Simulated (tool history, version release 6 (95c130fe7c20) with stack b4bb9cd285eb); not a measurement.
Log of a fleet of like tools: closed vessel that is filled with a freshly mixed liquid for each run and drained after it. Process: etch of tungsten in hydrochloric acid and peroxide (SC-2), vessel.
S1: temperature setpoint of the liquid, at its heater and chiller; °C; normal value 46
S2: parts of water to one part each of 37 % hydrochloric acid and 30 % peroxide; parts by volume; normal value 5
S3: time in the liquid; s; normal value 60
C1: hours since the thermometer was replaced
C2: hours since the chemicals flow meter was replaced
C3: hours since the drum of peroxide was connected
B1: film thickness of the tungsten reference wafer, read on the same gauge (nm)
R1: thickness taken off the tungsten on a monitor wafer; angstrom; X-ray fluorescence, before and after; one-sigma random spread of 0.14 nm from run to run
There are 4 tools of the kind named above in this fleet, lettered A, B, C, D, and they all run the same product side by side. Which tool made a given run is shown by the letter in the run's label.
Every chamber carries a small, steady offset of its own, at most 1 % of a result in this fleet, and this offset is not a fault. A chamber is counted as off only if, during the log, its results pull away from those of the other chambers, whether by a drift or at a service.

run 1D hour=3.2 | S1=46 S2=5 S3=60 | C1=200.9 C2=1261.2 C3=54.0 | B1=40.003 | R1=170.050
run 2B hour=7.2 | S1=46 S2=5 S3=60 | C1=1021.8 C2=1721.7 C3=135.2 | B1=39.984 | R1=170.840
run 3A hour=9.6 | S1=46 S2=5 S3=60 | C1=342.8 C2=71.5 C3=1107.7 | B1=39.984 | R1=169.980
run 4C hour=11.9 | S1=46 S2=5 S3=60 | C1=530.1 C2=1626.4 C3=776.2 | B1=39.998 | R1=168.280
run 5A hour=15.1 | S1=46 S2=5 S3=60 | C1=348.3 C2=77.0 C3=1113.2 | B1=40.010 | R1=169.170
run 6B hour=19.9 | S1=46 S2=5 S3=60 | C1=1034.5 C2=1734.4 C3=147.9 | B1=39.993 | R1=172.170
run 7C hour=24.5 | S1=55 S2=5 S3=30 | C1=542.7 C2=1639.0 C3=788.8 | B1=39.965 | R1=153.510
run 8D hour=29.2 | S1=55 S2=5 S3=30 | C1=226.9 C2=1287.2 C3=80.0 | B1=40.023 | R1=153.960
run 9A hour=32.8 | S1=55 S2=5 S3=30 | C1=366.0 C2=94.7 C3=1130.9 | B1=40.009 | R1=154.140
-- hour=35.9 chamber A: new drum of peroxide connected
run 10C hour=36.5 | S1=55 S2=5 S3=30 | C1=554.7 C2=1651.0 C3=800.8 | B1=40.010 | R1=152.760
run 11D hour=41.4 | S1=46 S2=5 S3=60 | C1=239.1 C2=1299.4 C3=92.2 | B1=40.042 | R1=170.400
run 12B hour=45.7 | S1=46 S2=5 S3=60 | C1=1060.3 C2=1760.2 C3=173.7 | B1=40.001 | R1=173.550
run 13C hour=49.6 | S1=46 S2=5 S3=60 | C1=567.8 C2=1664.1 C3=813.9 | B1=39.975 | R1=169.710
run 14A hour=54.2 | S1=46 S2=5 S3=60 | C1=387.4 C2=116.1 C3=18.3 | B1=39.994 | R1=170.750
run 15B hour=57.2 | S1=46 S2=5 S3=60 | C1=1071.8 C2=1771.7 C3=185.2 | B1=40.009 | R1=169.510
run 16D hour=61.6 | S1=46 S2=5 S3=60 | C1=259.3 C2=1319.6 C3=112.4 | B1=40.009 | R1=174.610
run 17C hour=65.4 | S1=46 S2=5 S3=60 | C1=583.6 C2=1679.9 C3=829.7 | B1=39.991 | R1=170.870
run 18B hour=68.0 | S1=46 S2=5 S3=60 | C1=1082.6 C2=1782.5 C3=196.0 | B1=40.008 | R1=171.790
run 19A hour=72.2 | S1=46 S2=5 S3=60 | C1=405.4 C2=134.1 C3=36.3 | B1=39.963 | R1=169.060
run 20D hour=76.7 | S1=46 S2=5 S3=60 | C1=274.4 C2=1334.7 C3=127.5 | B1=40.022 | R1=179.360
run 21C hour=81.1 | S1=46 S2=5 S3=60 | C1=599.3 C2=1695.6 C3=845.4 | B1=39.990 | R1=171.690
run 22D hour=84.9 | S1=46 S2=5 S3=60 | C1=282.6 C2=1342.9 C3=135.7 | B1=39.986 | R1=179.980
run 23A hour=88.1 | S1=46 S2=5 S3=35 | C1=421.3 C2=150.0 C3=52.2 | B1=39.982 | R1=99.474
run 24B hour=92.4 | S1=46 S2=5 S3=35 | C1=1107.0 C2=1806.9 C3=220.4 | B1=39.950 | R1=98.878
run 25B hour=95.2 | S1=46 S2=5 S3=35 | C1=1109.8 C2=1809.7 C3=223.2 | B1=39.999 | R1=100.150
run 26A hour=97.4 | S1=46 S2=5 S3=35 | C1=430.6 C2=159.3 C3=61.5 | B1=40.035 | R1=99.864
run 27D hour=100.6 | S1=46 S2=5 S3=60 | C1=298.3 C2=1358.6 C3=151.4 | B1=40.013 | R1=180.410
run 28C hour=104.0 | S1=46 S2=5 S3=60 | C1=622.2 C2=1718.5 C3=868.3 | B1=40.006 | R1=171.160
run 29A hour=107.1 | S1=46 S2=5 S3=60 | C1=440.3 C2=169.0 C3=71.2 | B1=39.983 | R1=171.360

What goes on in this fleet: one chamber off, a drifting gauge, or nothing beyond the chambers' own small offsets? Name the chamber and the cause, if any.

One chamber, D, drifts off from the rest bit by bit.
What lies behind it: chemicals flow above the setpoint (%) = 12.1.
The log might look much the same if the cause were instead: liquid hotter than its thermometer reads (K).

Chamber D could run next with any of the 4 candidate recipes listed below; each alters the usual settings, and their results appear as question marks. Which one brings its results back in line with what the other chambers deliver on the usual settings?
Maximum distance from the other chambers' mean on the usual settings for a result to count as in line: R1 4.800 angstrom
run 30D-1 hour=110.7 | S1=45.5 S2=5.0 S3=60 | R1=?
run 30D-2 hour=110.7 | S1=46.0 S2=5.5 S3=60 | R1=?
run 30D-3 hour=110.7 | S1=47.0 S2=5.0 S3=60 | R1=?
run 30D-4 hour=110.7 | S1=46.5 S2=5.0 S3=60 | R1=?

Usual-settings mean across the other chambers: R1 170.240 angstrom
run=30D-1 R1=178.540
run=30D-2 R1=172.690
run=30D-3 R1=197.520
run=30D-4 R1=190.910
Change 30D-2 lands the chamber within the allowed miss of the other chambers.
